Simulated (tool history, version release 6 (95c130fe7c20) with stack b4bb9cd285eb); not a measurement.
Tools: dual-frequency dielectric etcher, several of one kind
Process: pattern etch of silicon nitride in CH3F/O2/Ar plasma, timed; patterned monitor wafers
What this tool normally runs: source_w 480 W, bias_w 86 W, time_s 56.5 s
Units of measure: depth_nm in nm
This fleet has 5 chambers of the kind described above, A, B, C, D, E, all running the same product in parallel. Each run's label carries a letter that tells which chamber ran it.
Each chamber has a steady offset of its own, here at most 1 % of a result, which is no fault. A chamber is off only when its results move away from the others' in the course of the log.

run   hour  source_w  bias_w  time_s  hours since the last wet clean  hours since the last source power generator calibration  hours since the last bias power generator calibration  read-back reference wafer on the same gauge, depth_nm  depth_nm
 1C    8.1       480      86    56.5                            35.4                                                   2587.1                                                 2451.8                                                 49.591    44.997
 2B     14       480      86    56.5                           168.8                                                   3327.1                                                 1480.2                                                 49.598    45.097
 3A   21.2       480      86    56.5                             279                                                   3540.6                                                 1133.9                                                 49.632    44.929
 4E   26.7       480      86    56.5                            68.7                                                   2608.2                                                 1452.3                                                 49.584    44.909
 5D   31.9       480      86    56.5                           342.3                                                   2069.2                                                 1193.6                                                 49.626    45.058
 6C   38.7       480      86    56.5                              66                                                   2617.7                                                 2482.4                                                 49.604    45.074
 7E   44.3       480      86    56.5                            86.3                                                   2625.8                                                 1469.9                                                 49.635    44.929
 8A   50.3       540     100    56.5                           308.1                                                   3569.7                                                   1163                                                 49.634    49.649
 9D   57.2       540     100    56.5                           367.6                                                   2094.5                                                 1218.9                                                   49.6    49.975
10B   61.3       540     100    56.5                           216.1                                                   3374.4                                                 1527.5                                                  49.62    50.111
11E   69.8       540     100    56.5                           111.8                                                   2651.3                                                 1495.4                                                 49.581    49.349
12A   77.2       540     100    56.5                             335                                                   3596.6                                                 1189.9                                                 49.593    49.302
13D   85.3       480      86    56.5                           395.7                                                   2122.6                                                   1247                                                 49.632    45.134
14C   90.6       480      86    63.5                           117.9                                                   2669.6                                                 2534.3                                                 49.579    50.959
      94.1  -- chamber D: source power generator calibrated
15B   98.6       480      86    63.5                           253.4                                                   3411.7                                                 1564.8                                                 49.602    50.996
16C  104.6       480      86    63.5                           131.9                                                   2683.6                                                 2548.3                                                 49.593    50.751
17A  113.2       480      86    63.5                             371                                                   3632.6                                                 1225.9                                                 49.604    49.793
18B  119.5       480      86    63.5                           274.3                                                   3432.6                                                 1585.7                                                 49.625    50.703
19E  127.2       480      86    50.5                           169.2                                                   2708.7                                                 1552.8                                                 49.632    40.171
20D  131.9       480      86    50.5                           442.3                                                     37.9                                                 1293.6                                                 49.634    40.604
21D  140.1       480      86    50.5                           450.5                                                     46.1                                                 1301.8                                                 49.628    40.481
22A  149.2       480      86    50.5                             407                                                   3668.6                                                 1261.9                                                 49.594    39.506
23B  156.1       480      86    50.5                           310.9                                                   3469.2                                                 1622.3                                                 49.584     40.35
24E  161.5       480      86    56.5                           203.5                                                     2743                                                 1587.1                                                   49.6    44.948
25C  168.9       480      86    56.5                           196.2                                                   2747.9                                                 2612.6                                                 49.603    45.211
     174.2  -- chamber D: wet clean of the chamber
26A  175.8       480      86    56.5                           433.6                                                   3695.2                                                 1288.5                                                 49.548    43.929
27D  179.7       480      86    56.5                             5.6                                                     85.7                                                 1341.4                                                 49.607    45.117
28E  186.6       480      86    56.5                           228.6                                                   2768.1                                                 1612.2                                                 49.585    44.889
29C  194.1       480      86    56.5                           221.4                                                   2773.1                                                 2637.8                                                  49.64    45.101
30B  198.5       480      86    56.5                           353.3                                                   3511.6                                                 1664.7                                                 49.588    45.321
31E  203.5       480      74    56.5                           245.5                                                     2785                                                 1629.1                                                 49.616    42.794

Decide between three cases: one chamber stands off from its peers, the gauge reading all wafers drifts, or nothing is wrong past each chamber's small offset. Where a chamber is off, say which and what most likely put it there.

Little by little, chamber A moves away from the other chambers.
What lies behind it: etch rate under this chamber's usual, % = 3.24.

Here are 4 candidates for chamber A's next run, each the usual settings with a change, their results left as question marks. Which one brings its results back in line with what the others give on the usual settings?
To be in line, a result may differ from the other chambers' mean on the usual settings by at most: depth_nm 0.5 nm
32A-1  210.1       480      87    58.5                                                                                                                                                                                                                ?
32A-2  210.1       480     104    56.5                                                                                                                                                                                                                ?
32A-3  210.1       480      86    54.5                                                                                                                                                                                                                ?
32A-4  210.1       480      86    52.5                                                                                                                                                                                                                ?

On the usual settings, the other chambers give on average: depth_nm 45.181 nm
  run  depth_nm
32A-1    45.297
32A-2    46.673
32A-3    42.026
32A-4    40.484
The right change is 32A-1: it brings the chamber back within the allowed miss of the others.
